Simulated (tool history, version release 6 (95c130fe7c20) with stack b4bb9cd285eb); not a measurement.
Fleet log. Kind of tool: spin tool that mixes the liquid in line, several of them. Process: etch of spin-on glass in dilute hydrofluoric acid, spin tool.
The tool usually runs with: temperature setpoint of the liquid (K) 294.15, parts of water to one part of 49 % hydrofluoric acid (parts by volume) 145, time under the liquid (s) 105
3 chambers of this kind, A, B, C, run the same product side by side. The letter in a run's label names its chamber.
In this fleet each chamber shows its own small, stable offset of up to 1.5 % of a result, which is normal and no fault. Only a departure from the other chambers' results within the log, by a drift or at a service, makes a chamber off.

run,hour,temperature setpoint of the liquid (K),parts of water to one part of 49 % hydrofluoric acid (parts by volume),time under the liquid (s),hours since the thermometer was replaced,hours since the hydrofluoric acid flow meter was replaced,"read-back film thickness of the spin-on glass reference wafer, read on the same gauge (nm)",thickness taken off the spin-on glass on a monitor wafer (angstrom)
1B,5.0,294.15,145,105,486.0,519.0,140.02,355.49
2A,10.5,294.15,145,105,380.3,540.5,139.99,351.90
3C,13.3,294.15,145,105,993.1,177.2,139.98,351.89
4C,16.4,294.15,145,105,996.2,180.3,140.00,352.81
5A,21.6,294.15,145,105,391.4,551.6,139.99,347.36
6B,27.2,294.15,145,105,508.2,541.2,140.00,350.60
7C,30.1,294.15,145,105,1009.9,194.0,139.99,352.05
8A,34.0,294.15,145,105,403.8,564.0,139.99,349.79
9B,37.6,294.15,145,105,518.6,551.6,140.01,353.09
10C,41.7,294.15,145,105,1021.5,205.6,140.01,350.30
11A,47.0,294.15,145,105,416.8,577.0,139.99,347.09
12B,51.2,294.15,145,105,532.2,565.2,139.99,347.31
13C,56.6,294.15,145,125,1036.4,220.5,140.01,418.86
14B,60.3,294.15,145,125,541.3,574.3,139.99,414.90
15A,65.9,294.15,145,125,435.7,595.9,139.99,416.89
16B,70.6,294.15,145,105,551.6,584.6,139.99,349.74
17C,73.4,294.15,180,105,1053.2,237.3,139.99,272.05
18A,76.7,294.15,180,105,446.5,606.7,140.00,267.55
19C,83.0,294.15,180,105,1062.8,246.9,139.99,268.00
20B,88.4,294.15,145,105,569.4,602.4,139.99,342.51
21A,93.8,294.15,145,105,463.6,623.8,140.00,351.30
22A,98.5,294.15,145,105,468.3,628.5,140.01,344.94
23C,102.8,294.15,145,105,1082.6,266.7,139.98,346.91
24B,107.3,294.15,145,105,588.3,621.3,140.00,346.81
25B,111.7,294.15,145,75,592.7,625.7,139.98,251.13
26C,116.2,294.15,145,75,1096.0,280.1,139.98,249.24
27A,119.0,294.15,145,75,488.8,649.0,140.00,252.13
28B,125.2,294.15,145,105,606.2,639.2,140.00,345.41
29C,128.4,294.15,145,105,1108.2,292.3,140.01,353.10
# hour 132.1: chamber A: hydrofluoric acid flow meter replaced
30A,133.6,292.15,180,105,503.4,1.6,139.98,250.62
31B,137.5,292.15,180,105,618.5,651.5,140.01,251.29

All 3 chambers run these settings next. Forecast each chamber's results:
32A,142.0,294.15,95,105,,,,?
32B,142.0,294.15,95,105,,,,?
32C,142.0,294.15,95,105,,,,?

run,thickness taken off the spin-on glass on a monitor wafer (angstrom)
32A,573.05
32B,568.97
32C,571.31
